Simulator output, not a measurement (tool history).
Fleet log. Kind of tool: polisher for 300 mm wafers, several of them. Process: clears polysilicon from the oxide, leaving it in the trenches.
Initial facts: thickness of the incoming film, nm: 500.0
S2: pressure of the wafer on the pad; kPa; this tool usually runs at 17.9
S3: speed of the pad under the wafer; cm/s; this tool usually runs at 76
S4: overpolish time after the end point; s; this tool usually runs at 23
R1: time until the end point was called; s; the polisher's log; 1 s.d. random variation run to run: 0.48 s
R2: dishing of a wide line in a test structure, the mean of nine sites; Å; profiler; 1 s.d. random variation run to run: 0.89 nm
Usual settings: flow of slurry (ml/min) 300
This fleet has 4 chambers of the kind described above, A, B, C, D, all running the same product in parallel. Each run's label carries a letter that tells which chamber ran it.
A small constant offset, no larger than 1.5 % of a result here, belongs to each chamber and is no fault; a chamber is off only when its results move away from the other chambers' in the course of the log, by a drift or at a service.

run 1B hour=2.2 | flow_of_slurry_(ml/min)=300 S2=17.9 S3=76 S4=23 | R1=45.969 R2=633.00
run 2D hour=4.9 | flow_of_slurry_(ml/min)=300 S2=17.9 S3=76 S4=23 | R1=44.381 R2=624.42
run 3A hour=7.9 | flow_of_slurry_(ml/min)=300 S2=17.9 S3=76 S4=23 | R1=45.496 R2=621.44
run 4C hour=10.1 | flow_of_slurry_(ml/min)=300 S2=17.9 S3=76 S4=23 | R1=46.265 R2=637.92
-- hour=13.1 chamber B: worn pad replaced by a new one
run 5C hour=13.8 | flow_of_slurry_(ml/min)=300 S2=17.9 S3=76 S4=23 | R1=46.555 R2=638.38
run 6A hour=17.4 | flow_of_slurry_(ml/min)=300 S2=17.9 S3=76 S4=23 | R1=45.309 R2=613.90
run 7B hour=21.4 | flow_of_slurry_(ml/min)=300 S2=17.9 S3=76 S4=23 | R1=45.458 R2=629.68
run 8D hour=23.9 | flow_of_slurry_(ml/min)=300 S2=17.9 S3=76 S4=23 | R1=44.886 R2=640.95
run 9B hour=25.9 | flow_of_slurry_(ml/min)=300 S2=17.9 S3=76 S4=23 | R1=46.412 R2=639.04
run 10D hour=28.4 | flow_of_slurry_(ml/min)=300 S2=17.9 S3=76 S4=23 | R1=45.500 R2=645.75
run 11A hour=31.6 | flow_of_slurry_(ml/min)=300 S2=17.9 S3=76 S4=23 | R1=45.350 R2=622.37
run 12C hour=33.6 | flow_of_slurry_(ml/min)=300 S2=17.9 S3=76 S4=23 | R1=48.166 R2=629.82
run 13A hour=36.6 | flow_of_slurry_(ml/min)=300 S2=17.9 S3=76 S4=23 | R1=46.464 R2=626.89
run 14D hour=39.3 | flow_of_slurry_(ml/min)=300 S2=17.9 S3=76 S4=23 | R1=46.270 R2=638.63
run 15B hour=42.8 | flow_of_slurry_(ml/min)=300 S2=17.9 S3=76 S4=23 | R1=46.205 R2=609.86
run 16C hour=44.8 | flow_of_slurry_(ml/min)=300 S2=17.9 S3=76 S4=23 | R1=48.954 R2=635.24
run 17C hour=47.7 | flow_of_slurry_(ml/min)=245 S2=17.9 S3=76 S4=11 | R1=50.371 R2=529.37
run 18A hour=50.3 | flow_of_slurry_(ml/min)=245 S2=17.9 S3=76 S4=11 | R1=46.506 R2=538.92
run 19D hour=54.2 | flow_of_slurry_(ml/min)=245 S2=17.9 S3=76 S4=11 | R1=46.585 R2=536.00
run 20B hour=56.9 | flow_of_slurry_(ml/min)=245 S2=17.9 S3=76 S4=11 | R1=47.054 R2=540.31
run 21D hour=61.1 | flow_of_slurry_(ml/min)=300 S2=17.9 S3=76 S4=23 | R1=45.069 R2=623.68
run 22A hour=63.8 | flow_of_slurry_(ml/min)=300 S2=17.9 S3=76 S4=23 | R1=46.046 R2=609.37
-- hour=65.7 chamber D: worn pad replaced by a new one
run 23B hour=67.2 | flow_of_slurry_(ml/min)=300 S2=17.9 S3=76 S4=23 | R1=45.325 R2=627.81
-- hour=71.1 chamber A: worn pad replaced by a new one
run 24C hour=71.4 | flow_of_slurry_(ml/min)=300 S2=17.9 S3=76 S4=23 | R1=50.091 R2=613.36
run 25A hour=75.5 | flow_of_slurry_(ml/min)=300 S2=17.9 S3=76 S4=23 | R1=45.353 R2=614.67
run 26C hour=78.4 | flow_of_slurry_(ml/min)=300 S2=17.9 S3=76 S4=23 | R1=51.786 R2=622.33
run 27D hour=81.4 | flow_of_slurry_(ml/min)=300 S2=17.9 S3=76 S4=23 | R1=46.567 R2=626.97
run 28B hour=84.2 | flow_of_slurry_(ml/min)=300 S2=17.9 S3=76 S4=23 | R1=46.956 R2=649.94

Which is it: a chamber that has drifted or been left off by a service, a gauge drift common to all chambers, or only each chamber's usual small offset? If a chamber is off, name it and its likeliest cause.

Little by little, chamber C moves away from the other chambers.
Most likely cause: head's pressure below its setpoint, % = 12.1.
It could be hard to tell apart here from: removal rate lost through wear of the pad, %.

Which of the 4 candidates below, each the usual settings with something changed and its results left as question marks, puts chamber C back in line with what the other chambers give on the usual settings?
Counts as in line when no further than this from what the other chambers average on the usual settings: R1 1.700 s; R2 31.00 Å
run 29C-1 hour=87.3 | flow_of_slurry_(ml/min)=300 S2=18.6 S3=78 S4=22 | R1=? R2=?
run 29C-2 hour=87.3 | flow_of_slurry_(ml/min)=300 S2=19.3 S3=80 S4=21 | R1=? R2=?
run 29C-3 hour=87.3 | flow_of_slurry_(ml/min)=300 S2=17.2 S3=74 S4=24 | R1=? R2=?
run 29C-4 hour=87.3 | flow_of_slurry_(ml/min)=300 S2=16.5 S3=72 S4=25 | R1=? R2=?

The mean the other chambers reach with the usual settings: R1 45.935 s; R2 628.54 Å
run=29C-1 R1=49.282 R2=625.76
run=29C-2 R1=46.341 R2=626.81
run=29C-3 R1=56.081 R2=622.60
run=29C-4 R1=60.028 R2=620.40
Change 29C-2 lands the chamber within the allowed miss of the other chambers.

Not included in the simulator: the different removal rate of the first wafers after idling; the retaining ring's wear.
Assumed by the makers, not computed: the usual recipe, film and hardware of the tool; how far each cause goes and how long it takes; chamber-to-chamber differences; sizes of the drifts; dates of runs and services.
